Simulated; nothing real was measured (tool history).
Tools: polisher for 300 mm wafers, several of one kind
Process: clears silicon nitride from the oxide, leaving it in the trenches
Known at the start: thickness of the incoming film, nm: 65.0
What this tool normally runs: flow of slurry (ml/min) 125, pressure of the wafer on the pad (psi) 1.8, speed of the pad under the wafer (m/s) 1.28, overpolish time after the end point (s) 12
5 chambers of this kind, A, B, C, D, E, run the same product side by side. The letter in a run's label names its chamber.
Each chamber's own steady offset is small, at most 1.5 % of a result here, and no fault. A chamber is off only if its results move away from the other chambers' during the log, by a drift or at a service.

run,hour,flow of slurry (ml/min),pressure of the wafer on the pad (psi),speed of the pad under the wafer (m/s),overpolish time after the end point (s),time until the end point was called (s)
# hour 1.3: chamber E: worn pad replaced by a new one
1B,3.8,125,1.8,1.28,12,92.483
2C,8.9,125,1.8,1.28,12,92.734
3E,13.2,125,1.8,1.28,12,93.067
4D,17.9,125,1.8,1.28,12,92.376
5A,24,125,1.8,1.28,12,91.372
# hour 26.9: chamber C: slurry nozzle cleaned
# hour 28.2: chamber D: worn pad replaced by a new one
6C,30.4,125,1.8,1.28,12,92.337
# hour 33.2: chamber A: worn pad replaced by a new one
7E,33.4,125,1.8,1.28,12,91.866
8B,37.3,125,1.8,1.54,12,75.64
9A,42.7,125,1.8,1.54,12,74.724
# hour 45: chamber B: worn pad replaced by a new one
10D,48,125,1.8,1.54,12,76.816
11B,50.9,125,1.8,1.54,12,76.238
12C,55.5,125,1.8,1.54,12,75.527
13E,60.4,125,1.8,1.28,12,93.511
# hour 60.8: chamber A: head pressure recalibrated
# hour 65.7: chamber E: slurry nozzle cleaned
# hour 65.9: chamber C: worn pad replaced by a new one
14A,66,95,1.8,1.7,12,78.774
15D,71.9,95,1.8,1.7,12,74.414
16B,77.8,95,1.8,1.7,12,74.118
# hour 78.4: chamber E: worn pad replaced by a new one
17E,81.2,95,1.8,1.7,12,74.781
18A,87.1,95,1.8,1.7,12,79.86
19C,91.9,125,1.8,1.28,12,91.217
20D,97.6,125,1.8,1.28,12,92.623
21B,100.9,125,1.8,1.28,12,92.742
22C,107.5,125,1.8,1.28,12,91.706
23E,112.6,125,1.8,1.28,12,93.085
24D,115.9,125,2.4,1.28,14,67.997
25A,121.9,125,2.4,1.28,14,74.614
26D,128.3,125,2.4,1.28,14,68.947
27B,133,125,2.4,1.28,14,68.77
28A,139.1,125,2.4,1.28,14,75.937
29C,143.1,125,1.8,1.28,12,93.73
30E,146.2,100,1.8,1.28,12,97.765
31C,151.5,100,1.8,1.28,12,95.02

Next, all 5 chambers run the settings below, one line each with question marks for the results. What does each chamber give?
32A,156.2,125,1.8,1.28,12,?
32B,156.2,125,1.8,1.28,12,?
32C,156.2,125,1.8,1.28,12,?
32D,156.2,125,1.8,1.28,12,?
32E,156.2,125,1.8,1.28,12,?

run,time until the end point was called (s)
32A,100.24
32B,92.087
32C,90.673
32D,90.849
32E,92.555

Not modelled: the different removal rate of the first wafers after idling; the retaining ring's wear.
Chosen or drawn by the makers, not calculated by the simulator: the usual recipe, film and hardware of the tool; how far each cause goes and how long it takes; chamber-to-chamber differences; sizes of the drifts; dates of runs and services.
